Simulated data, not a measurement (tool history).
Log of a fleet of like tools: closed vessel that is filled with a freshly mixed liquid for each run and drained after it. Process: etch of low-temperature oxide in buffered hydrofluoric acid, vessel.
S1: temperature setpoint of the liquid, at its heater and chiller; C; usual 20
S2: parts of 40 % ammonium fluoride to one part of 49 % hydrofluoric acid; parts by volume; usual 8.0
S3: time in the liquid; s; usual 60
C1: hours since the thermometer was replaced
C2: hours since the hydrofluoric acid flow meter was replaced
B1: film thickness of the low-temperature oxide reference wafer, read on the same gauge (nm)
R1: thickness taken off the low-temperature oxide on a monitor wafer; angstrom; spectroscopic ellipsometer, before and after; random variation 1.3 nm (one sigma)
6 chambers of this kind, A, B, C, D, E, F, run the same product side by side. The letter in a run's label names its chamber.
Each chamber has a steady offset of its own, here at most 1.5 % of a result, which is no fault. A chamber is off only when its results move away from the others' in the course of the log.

run 1F day=0.304 | S1=20 S2=8.0 S3=60 | C1=88.7 C2=302.6 | B1=79.999 | R1=2599.3
run 2D day=0.517 | S1=20 S2=8.0 S3=60 | C1=2918.9 C2=936.5 | B1=79.985 | R1=2631.3
run 3C day=0.717 | S1=20 S2=8.0 S3=60 | C1=963.8 C2=286.7 | B1=79.972 | R1=2617.3
run 4E day=0.958 | S1=20 S2=8.0 S3=60 | C1=462.9 C2=359.8 | B1=79.984 | R1=2592.4
run 5B day=1.221 | S1=20 S2=8.0 S3=60 | C1=479.9 C2=495.4 | B1=79.991 | R1=2617.7
run 6A day=1.425 | S1=20 S2=8.0 S3=60 | C1=82.4 C2=567.7 | B1=80.046 | R1=2647.1
run 7C day=1.708 | S1=20 S2=8.0 S3=60 | C1=987.6 C2=310.5 | B1=79.986 | R1=2593.2
run 8F day=1.958 | S1=20 S2=8.0 S3=30 | C1=128.4 C2=342.3 | B1=80.005 | R1=1306.1
run 9E day=2.150 | S1=20 S2=8.0 S3=30 | C1=491.5 C2=388.4 | B1=80.026 | R1=1301.9
run 10A day=2.425 | S1=20 S2=8.0 S3=30 | C1=106.4 C2=591.7 | B1=79.997 | R1=1318.7
-- day=2.658 chamber D: thermometer replaced
run 11D day=2.725 | S1=20 S2=8.0 S3=30 | C1=1.6 C2=989.5 | B1=80.026 | R1=1320.7
run 12B day=2.933 | S1=20 S2=8.0 S3=30 | C1=521.0 C2=536.5 | B1=80.018 | R1=1314.2
run 13A day=3.138 | S1=20 S2=8.0 S3=30 | C1=123.5 C2=608.8 | B1=79.977 | R1=1330.5
run 14B day=3.421 | S1=20 S2=8.0 S3=60 | C1=532.7 C2=548.2 | B1=80.011 | R1=2640.0
run 15F day=3.562 | S1=20 S2=8.0 S3=60 | C1=166.9 C2=380.8 | B1=79.976 | R1=2617.6
run 16C day=3.862 | S1=20 S2=8.0 S3=60 | C1=1039.3 C2=362.2 | B1=80.020 | R1=2611.4
run 17E day=4.112 | S1=20 S2=8.0 S3=60 | C1=538.6 C2=435.5 | B1=80.023 | R1=2630.6
run 18D day=4.433 | S1=20 S2=8.0 S3=60 | C1=42.6 C2=1030.5 | B1=79.968 | R1=2623.6
run 19D day=4.704 | S1=20 S2=8.0 S3=60 | C1=49.1 C2=1037.0 | B1=79.975 | R1=2622.5
run 20A day=4.904 | S1=20 S2=8.0 S3=60 | C1=165.9 C2=651.2 | B1=79.988 | R1=2651.7
run 21E day=5.138 | S1=20 S2=8.0 S3=60 | C1=563.2 C2=460.1 | B1=79.965 | R1=2647.3
run 22B day=5.446 | S1=17 S2=6.5 S3=60 | C1=581.3 C2=596.8 | B1=80.031 | R1=2755.8
run 23C day=5.608 | S1=17 S2=6.5 S3=60 | C1=1081.2 C2=404.1 | B1=79.985 | R1=2691.9
run 24F day=5.800 | S1=17 S2=6.5 S3=60 | C1=220.6 C2=434.5 | B1=79.983 | R1=2745.1
run 25C day=6.054 | S1=17 S2=6.5 S3=60 | C1=1091.9 C2=414.8 | B1=79.987 | R1=2724.6
run 26A day=6.371 | S1=17 S2=6.5 S3=60 | C1=201.1 C2=686.4 | B1=79.994 | R1=2744.3
run 27B day=6.617 | S1=17 S2=6.5 S3=60 | C1=609.4 C2=624.9 | B1=79.988 | R1=2728.0
run 28D day=6.850 | S1=20 S2=8.0 S3=60 | C1=100.6 C2=1088.5 | B1=80.014 | R1=2629.6
-- day=7.067 chamber D: hydrofluoric acid flow meter replaced
run 29F day=7.088 | S1=20 S2=8.0 S3=60 | C1=251.5 C2=465.4 | B1=79.984 | R1=2588.9
run 30E day=7.350 | S1=20 S2=8.0 S3=60 | C1=616.3 C2=513.2 | B1=80.016 | R1=2711.8
run 31D day=7.583 | S1=20 S2=8.0 S3=60 | C1=118.2 C2=12.5 | B1=80.037 | R1=2603.2
run 32A day=7.779 | S1=20 S2=8.0 S3=60 | C1=234.9 C2=720.2 | B1=80.032 | R1=2672.4
run 33C day=8.012 | S1=20 S2=8.0 S3=60 | C1=1138.9 C2=461.8 | B1=79.976 | R1=2580.4
run 34E day=8.283 | S1=20 S2=8.0 S3=60 | C1=638.7 C2=535.6 | B1=80.008 | R1=2715.3
run 35F day=8.542 | S1=20 S2=8.0 S3=60 | C1=286.4 C2=500.3 | B1=79.999 | R1=2612.6
run 36B day=8.742 | S1=20 S2=8.0 S3=60 | C1=660.4 C2=675.9 | B1=80.006 | R1=2638.6
run 37F day=8.950 | S1=20 S2=8.0 S3=60 | C1=296.2 C2=510.1 | B1=79.999 | R1=2603.6
run 38A day=9.225 | S1=20 S2=8.0 S3=60 | C1=269.6 C2=754.9 | B1=79.987 | R1=2666.2
run 39C day=9.400 | S1=24 S2=8.0 S3=40 | C1=1172.2 C2=495.1 | B1=79.984 | R1=2153.5
run 40B day=9.592 | S1=24 S2=8.0 S3=40 | C1=680.8 C2=696.3 | B1=79.992 | R1=2205.9
run 41E day=9.900 | S1=24 S2=8.0 S3=40 | C1=677.5 C2=574.4 | B1=79.962 | R1=2309.2
run 42D day=10.054 | S1=24 S2=8.0 S3=40 | C1=177.5 C2=71.8 | B1=80.026 | R1=2166.1
run 43D day=10.258 | S1=24 S2=8.0 S3=40 | C1=182.4 C2=76.7 | B1=80.017 | R1=2177.5
run 44F day=10.462 | S1=24 S2=8.0 S3=40 | C1=332.5 C2=546.4 | B1=80.018 | R1=2157.2

Next, every chamber runs the same settings. What will each give?
run 45A day=10.696 | S1=17 S2=8.0 S3=60 | R1=?
run 45B day=10.696 | S1=17 S2=8.0 S3=60 | R1=?
run 45C day=10.696 | S1=17 S2=8.0 S3=60 | R1=?
run 45D day=10.696 | S1=17 S2=8.0 S3=60 | R1=?
run 45E day=10.696 | S1=17 S2=8.0 S3=60 | R1=?
run 45F day=10.696 | S1=17 S2=8.0 S3=60 | R1=?

run=45A R1=2254.7
run=45B R1=2228.6
run=45C R1=2181.4
run=45D R1=2186.8
run=45E R1=2344.0
run=45F R1=2210.9
